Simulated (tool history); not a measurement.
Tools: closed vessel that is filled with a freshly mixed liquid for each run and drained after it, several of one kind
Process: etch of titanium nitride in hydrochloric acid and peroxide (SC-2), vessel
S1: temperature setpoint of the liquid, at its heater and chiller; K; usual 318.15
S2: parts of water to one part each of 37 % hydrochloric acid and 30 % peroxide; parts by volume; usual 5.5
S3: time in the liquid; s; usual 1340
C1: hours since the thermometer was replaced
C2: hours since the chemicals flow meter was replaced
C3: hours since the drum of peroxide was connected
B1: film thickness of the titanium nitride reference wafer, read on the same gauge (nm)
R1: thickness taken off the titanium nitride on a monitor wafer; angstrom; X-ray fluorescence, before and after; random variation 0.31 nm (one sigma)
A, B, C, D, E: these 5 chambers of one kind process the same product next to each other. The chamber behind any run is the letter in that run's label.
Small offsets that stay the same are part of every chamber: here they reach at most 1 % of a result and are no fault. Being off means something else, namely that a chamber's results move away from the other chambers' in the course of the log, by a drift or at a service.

run,day,S1,S2,S3,C1,C2,C3,B1,R1
1B,0.258,318.15,5.5,1340,763.9,1919.2,207.6,90.024,564.11
2C,0.588,318.15,5.5,1340,507.4,272.4,906.2,89.998,570.58
3D,0.808,318.15,5.5,1340,2204.8,814.6,212.1,90.029,564.74
4E,0.992,318.15,5.5,1340,978.9,730.3,487.9,89.966,571.81
5A,1.238,318.15,5.5,1340,34.4,1098.5,573.0,89.984,577.14
6B,1.483,318.15,5.5,1340,793.3,1948.6,237.0,90.011,560.35
7E,1.688,318.15,5.5,1340,995.6,747.0,504.6,89.972,569.93
8C,2.004,318.15,5.5,1340,541.4,306.4,940.2,90.026,569.36
9D,2.262,318.15,5.5,1340,2239.7,849.5,247.0,89.965,575.01
10A,2.550,318.15,5.5,1340,65.9,1130.0,604.5,89.968,574.42
11C,2.850,318.15,5.5,1340,561.7,326.7,960.5,89.991,570.45
12A,3.075,318.15,5.5,1340,78.5,1142.6,617.1,90.008,578.55
13B,3.388,318.15,5.5,1340,839.0,1994.3,282.7,89.993,567.76
14D,3.654,318.15,5.5,1340,2273.1,882.9,280.4,89.942,568.65
15E,3.979,318.15,5.5,1340,1050.6,802.0,559.6,89.970,567.34
16E,4.212,318.15,5.5,1340,1056.2,807.6,565.2,90.032,567.74
17A,4.358,318.15,5.5,1340,109.3,1173.4,647.9,90.011,572.81
18C,4.650,318.15,5.5,1340,604.9,369.9,1003.7,90.002,559.40
19B,4.808,321.65,5.5,1340,873.1,2028.4,316.8,90.059,715.74
20D,4.958,321.65,5.5,1340,2304.4,914.2,311.7,89.984,730.14
21B,5.142,321.65,5.5,1340,881.1,2036.4,324.8,90.019,728.76
22C,5.471,321.65,5.5,1340,624.6,389.6,1023.4,89.961,710.93
23D,5.692,321.65,5.5,1340,2322.0,931.8,329.3,90.022,728.07
24E,6.017,318.15,5.5,1340,1099.5,850.9,608.5,90.020,565.11
25A,6.242,318.15,7.0,1340,154.5,1218.6,693.1,90.005,475.18
26B,6.462,318.15,7.0,1340,912.8,2068.1,356.5,89.969,466.71
27C,6.788,318.15,7.0,1340,656.2,421.2,1055.0,90.035,458.50
28E,6.950,318.15,7.0,1340,1121.9,873.3,630.9,89.995,474.11
29A,7.125,318.15,7.0,1340,175.7,1239.8,714.3,90.019,478.07
30D,7.450,318.15,5.5,1340,2364.2,974.0,371.5,90.006,578.45
# day 7.579: chamber A: chemicals flow meter replaced
31D,7.783,318.15,5.5,1340,2372.2,982.0,379.5,90.003,570.86
32A,8.029,318.15,5.5,1340,197.4,10.8,736.0,90.008,574.08
33B,8.358,318.15,5.5,1340,958.3,2113.6,402.0,90.002,562.32

Which is it: a chamber that has drifted or been left off by a service, a gauge drift common to all chambers, or only each chamber's usual small offset? If a chamber is off, name it and its likeliest cause.

Little by little, chamber C moves away from the other chambers.
What lies behind it: liquid colder than its thermometer reads (K) = 0.754.
Not necessarily distinguishable in this log from: chemicals flow below the setpoint (%); peroxide weaker than its label (%).

Here are 4 candidates for chamber C's next run, each the usual settings with a change, their results left as question marks. Which one brings its results back in line with what the others give on the usual settings?
To be in line, a result may differ from the other chambers' mean on the usual settings by at most: R1 11.00 angstrom
34C-1,8.596,318.15,5.5,1455,,,,,?
34C-2,8.596,317.65,5.5,1310,,,,,?
34C-3,8.596,318.15,5.5,1225,,,,,?
34C-4,8.596,318.15,5.5,1410,,,,,?

Mean of the other chambers on the usual settings: R1 570.50 angstrom
run,R1
34C-1,589.94
34C-2,513.08
34C-3,496.68
34C-4,571.69
It is 34C-4 that realigns the chamber with its peers.
